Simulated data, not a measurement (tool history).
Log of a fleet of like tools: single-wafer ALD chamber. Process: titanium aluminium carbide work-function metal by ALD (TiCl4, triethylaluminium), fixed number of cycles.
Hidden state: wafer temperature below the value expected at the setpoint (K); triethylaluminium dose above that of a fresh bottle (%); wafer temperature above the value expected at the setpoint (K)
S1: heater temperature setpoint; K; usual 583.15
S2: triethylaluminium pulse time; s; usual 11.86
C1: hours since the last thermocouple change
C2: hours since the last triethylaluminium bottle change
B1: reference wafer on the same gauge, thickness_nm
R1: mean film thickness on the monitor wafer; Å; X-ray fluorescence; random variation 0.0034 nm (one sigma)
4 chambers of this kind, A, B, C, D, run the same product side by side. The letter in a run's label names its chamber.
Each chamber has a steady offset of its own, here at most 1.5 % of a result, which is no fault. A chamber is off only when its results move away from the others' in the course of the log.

run     day      S1     S2     C1      C2      B1      R1
 1A   0.304  583.15  11.86  259.9   774.3  1.8301  21.062
 2C   0.621  583.15  11.86  535.5   400.8  1.8299  21.417
 3B   1.079  583.15  11.86  358.5  1795.8  1.8299  21.281
 4D   1.688  583.15  11.86   41.1  1665.4  1.8293  21.313
 5C   1.967  583.15  11.86  567.8   433.1  1.8290  21.466
 6D   2.321  583.15  11.86   56.3  1680.6  1.8291  21.329
 7B   2.650  583.15  11.86  396.2  1833.5  1.8282  21.221
 8A   3.025  583.15  11.86  325.2   839.6  1.8275  21.061
 9C   3.388  583.15  11.86  601.9   467.2  1.8279  21.362
      3.583  -- chamber B: triethylaluminium bottle replaced
10D   3.762  583.15  11.86   90.9  1715.2  1.8278  21.334
11B   4.138  583.15  11.86  431.9    13.3  1.8265  21.318
12A   4.538  583.15  11.86  361.5   875.9  1.8271  21.076
13C   4.871  583.15  11.86  637.5   502.8  1.8265  21.388
      5.054  -- chamber D: triethylaluminium bottle replaced
14B   5.192  583.15  11.86  457.2    38.6  1.8260  21.214
15D   5.700  583.15  11.86  137.4    15.5  1.8258  21.291
16A   6.117  583.15  11.86  399.4   913.8  1.8257  21.082
17B   6.475  583.15  11.86  488.0    69.4  1.8262  21.214
      6.929  -- chamber C: triethylaluminium bottle replaced
18D   7.012  583.15  11.86  168.9    47.0  1.8249  21.313
19C   7.425  583.15  11.86  698.8    11.9  1.8247  21.398
20A   7.708  595.15  11.86  437.6   952.0  1.8243  22.144
21D   8.079  595.15  11.86  194.5    72.6  1.8243  22.386
22B   8.458  595.15  11.86  535.6   117.0  1.8244  22.267
23A   8.738  595.15  11.86  462.3   976.7  1.8242  22.021
24C   9.071  583.15  11.86  738.3    51.4  1.8237  21.399
25D   9.496  583.15  11.86  228.5   106.6  1.8233  21.288
26B   9.762  583.15  11.86  566.9   148.3  1.8237  21.231
27C  10.104  583.15  11.86  763.1    76.2  1.8229  21.380
28A  10.588  583.15  11.86  506.7  1021.1  1.8226  20.993
29D  11.162  583.15  11.86  268.5   146.6  1.8226  21.288
30A  11.458  583.15  11.86  527.6  1042.0  1.8221  20.952
31B  11.750  583.15  11.86  614.6   196.0  1.8218  21.230
32C  12.338  583.15  11.86  816.7   129.8  1.8213  21.357
33A  12.621  583.15  11.86  555.5  1069.9  1.8216  21.060
34D  13.142  583.15  11.86  316.0   194.1  1.8207  21.232
35B  13.600  583.15  11.86  659.0   240.4  1.8210  21.186
36C  14.096  570.15   9.49  858.9   172.0  1.8201  19.799
37C  14.571  570.15   9.49  870.3   183.4  1.8203  19.704
38D  15.025  570.15   9.49  361.2   239.3  1.8198  19.654
39B  15.425  570.15   9.49  702.8   284.2  1.8199  19.590
40A  15.975  578.15  13.36  636.0  1150.4  1.8189  20.696
41D  16.246  578.15  13.36  390.5   268.6  1.8190  20.995
42B  16.854  578.15  13.36  737.1   318.5  1.8183  20.853
43A  17.238  578.15  13.36  666.3  1180.7  1.8178  20.614

All 4 chambers run these settings next. Forecast each chamber's results:
44A  17.679  583.15  11.86               ?
44B  17.679  583.15  11.86               ?
44C  17.679  583.15  11.86               ?
44D  17.679  583.15  11.86               ?

run      R1
44A  20.964
44B  21.152
44C  21.365
44D  21.274

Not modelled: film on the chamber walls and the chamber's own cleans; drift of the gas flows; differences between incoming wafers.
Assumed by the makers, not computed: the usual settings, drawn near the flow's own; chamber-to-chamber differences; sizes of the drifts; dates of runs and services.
